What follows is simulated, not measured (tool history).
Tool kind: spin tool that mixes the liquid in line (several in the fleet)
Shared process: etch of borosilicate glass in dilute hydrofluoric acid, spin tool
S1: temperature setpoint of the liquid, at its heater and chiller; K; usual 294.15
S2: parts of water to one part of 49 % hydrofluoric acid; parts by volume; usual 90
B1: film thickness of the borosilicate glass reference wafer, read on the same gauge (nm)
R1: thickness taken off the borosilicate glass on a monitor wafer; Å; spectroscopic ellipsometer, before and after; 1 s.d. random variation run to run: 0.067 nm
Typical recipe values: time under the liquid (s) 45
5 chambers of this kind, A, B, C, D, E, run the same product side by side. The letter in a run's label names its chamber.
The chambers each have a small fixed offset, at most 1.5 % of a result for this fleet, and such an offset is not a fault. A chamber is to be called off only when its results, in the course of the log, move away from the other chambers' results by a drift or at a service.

{"run": "1A", "hour": 4.2, "S1": 294.15, "S2": 90, "time under the liquid (s)": 45, "B1": 99.999, "R1": 84.377}
{"run": "2B", "hour": 8.9, "S1": 294.15, "S2": 90, "time under the liquid (s)": 45, "B1": 99.99, "R1": 82.679}
{"run": "3E", "hour": 13.0, "S1": 294.15, "S2": 90, "time under the liquid (s)": 45, "B1": 99.988, "R1": 83.87}
{"run": "4C", "hour": 17.2, "S1": 294.15, "S2": 90, "time under the liquid (s)": 45, "B1": 100.01, "R1": 84.477}
{"run": "5D", "hour": 22.1, "S1": 294.15, "S2": 90, "time under the liquid (s)": 45, "B1": 99.985, "R1": 83.168}
{"run": "6E", "hour": 26.7, "S1": 294.15, "S2": 90, "time under the liquid (s)": 45, "B1": 100.02, "R1": 83.395}
{"run": "7D", "hour": 35.1, "S1": 294.15, "S2": 90, "time under the liquid (s)": 45, "B1": 100.02, "R1": 83.23}
{"run": "8B", "hour": 39.5, "S1": 294.15, "S2": 90, "time under the liquid (s)": 45, "B1": 100.01, "R1": 83.704}
{"hour": 42.7, "done": "chamber B: hydrofluoric acid flow meter replaced"}
{"run": "9A", "hour": 46.6, "S1": 294.15, "S2": 90, "time under the liquid (s)": 45, "B1": 99.998, "R1": 84.587}
{"run": "10C", "hour": 52.5, "S1": 294.15, "S2": 90, "time under the liquid (s)": 45, "B1": 100.0, "R1": 83.891}
{"run": "11A", "hour": 61.0, "S1": 294.15, "S2": 50, "time under the liquid (s)": 45, "B1": 100.01, "R1": 159.3}
{"run": "12E", "hour": 69.7, "S1": 294.15, "S2": 50, "time under the liquid (s)": 45, "B1": 100.01, "R1": 155.53}
{"run": "13B", "hour": 75.3, "S1": 294.15, "S2": 50, "time under the liquid (s)": 45, "B1": 99.973, "R1": 157.63}
{"run": "14D", "hour": 82.0, "S1": 294.15, "S2": 50, "time under the liquid (s)": 45, "B1": 99.99, "R1": 155.63}
{"run": "15C", "hour": 89.9, "S1": 294.15, "S2": 50, "time under the liquid (s)": 45, "B1": 100.01, "R1": 159.07}
{"run": "16B", "hour": 97.8, "S1": 294.15, "S2": 90, "time under the liquid (s)": 45, "B1": 100.0, "R1": 84.356}
{"hour": 98.9, "done": "chamber A: hydrofluoric acid flow meter replaced"}
{"run": "17D", "hour": 102.8, "S1": 294.15, "S2": 90, "time under the liquid (s)": 45, "B1": 100.01, "R1": 82.835}
{"run": "18E", "hour": 107.6, "S1": 294.15, "S2": 90, "time under the liquid (s)": 45, "B1": 100.01, "R1": 84.315}
{"run": "19A", "hour": 114.2, "S1": 294.15, "S2": 90, "time under the liquid (s)": 45, "B1": 100.02, "R1": 83.977}
{"run": "20C", "hour": 121.2, "S1": 290.65, "S2": 60, "time under the liquid (s)": 45, "B1": 99.991, "R1": 114.25}
{"hour": 129.2, "done": "chamber C: thermometer replaced"}
{"run": "21C", "hour": 130.0, "S1": 290.65, "S2": 60, "time under the liquid (s)": 45, "B1": 99.994, "R1": 112.09}
{"run": "22D", "hour": 136.1, "S1": 290.65, "S2": 60, "time under the liquid (s)": 45, "B1": 99.983, "R1": 110.26}
{"run": "23A", "hour": 143.5, "S1": 290.65, "S2": 60, "time under the liquid (s)": 45, "B1": 99.991, "R1": 112.48}
{"run": "24E", "hour": 148.8, "S1": 290.65, "S2": 60, "time under the liquid (s)": 45, "B1": 99.995, "R1": 112.17}
{"run": "25B", "hour": 153.8, "S1": 294.15, "S2": 90, "time under the liquid (s)": 45, "B1": 100.01, "R1": 83.941}
{"run": "26A", "hour": 161.1, "S1": 294.15, "S2": 90, "time under the liquid (s)": 45, "B1": 99.987, "R1": 83.902}
{"run": "27D", "hour": 166.0, "S1": 294.15, "S2": 90, "time under the liquid (s)": 45, "B1": 99.997, "R1": 81.236}
{"run": "28B", "hour": 174.6, "S1": 294.15, "S2": 90, "time under the liquid (s)": 45, "B1": 100.0, "R1": 83.467}
{"run": "29C", "hour": 180.6, "S1": 294.15, "S2": 90, "time under the liquid (s)": 45, "B1": 99.996, "R1": 81.844}
{"run": "30E", "hour": 187.6, "S1": 294.15, "S2": 90, "time under the liquid (s)": 45, "B1": 100.01, "R1": 84.903}
{"run": "31C", "hour": 196.3, "S1": 294.15, "S2": 90, "time under the liquid (s)": 45, "B1": 99.993, "R1": 82.036}
{"run": "32E", "hour": 202.3, "S1": 294.15, "S2": 90, "time under the liquid (s)": 45, "B1": 99.981, "R1": 84.793}

Does one chamber stand apart from the rest, does the shared gauge drift, or is all well apart from small per-chamber offsets? Give the chamber and the most likely cause, where there is one.

It is chamber D that slowly wanders off from its peers.
What lies behind it: hydrofluoric acid flow below the setpoint (%) = 3.85.
The log may not separate it from: liquid colder than its thermometer reads (K).

Below are 4 candidate recipes for chamber D's next run, each the usual settings with a change, their results shown as question marks. Which of them brings D's results back in line with what the other chambers give on the usual settings?
Maximum distance from the other chambers' mean on the usual settings for a result to count as in line: R1 2.400 Å
{"run": "33D-1", "hour": 209.0, "S1": 293.15, "S2": 90, "time under the liquid (s)": 45, "R1": "?"}
{"run": "33D-2", "hour": 209.0, "S1": 295.15, "S2": 90, "time under the liquid (s)": 45, "R1": "?"}
{"run": "33D-3", "hour": 209.0, "S1": 296.65, "S2": 90, "time under the liquid (s)": 45, "R1": "?"}
{"run": "33D-4", "hour": 209.0, "S1": 291.65, "S2": 90, "time under the liquid (s)": 45, "R1": "?"}

The other chambers' mean on the usual settings: R1 83.727 Å
run=33D-1 R1=76.890
run=33D-2 R1=83.334
run=33D-3 R1=88.447
run=33D-4 R1=72.341
The right change is 33D-2: it brings the chamber back within the allowed miss of the others.
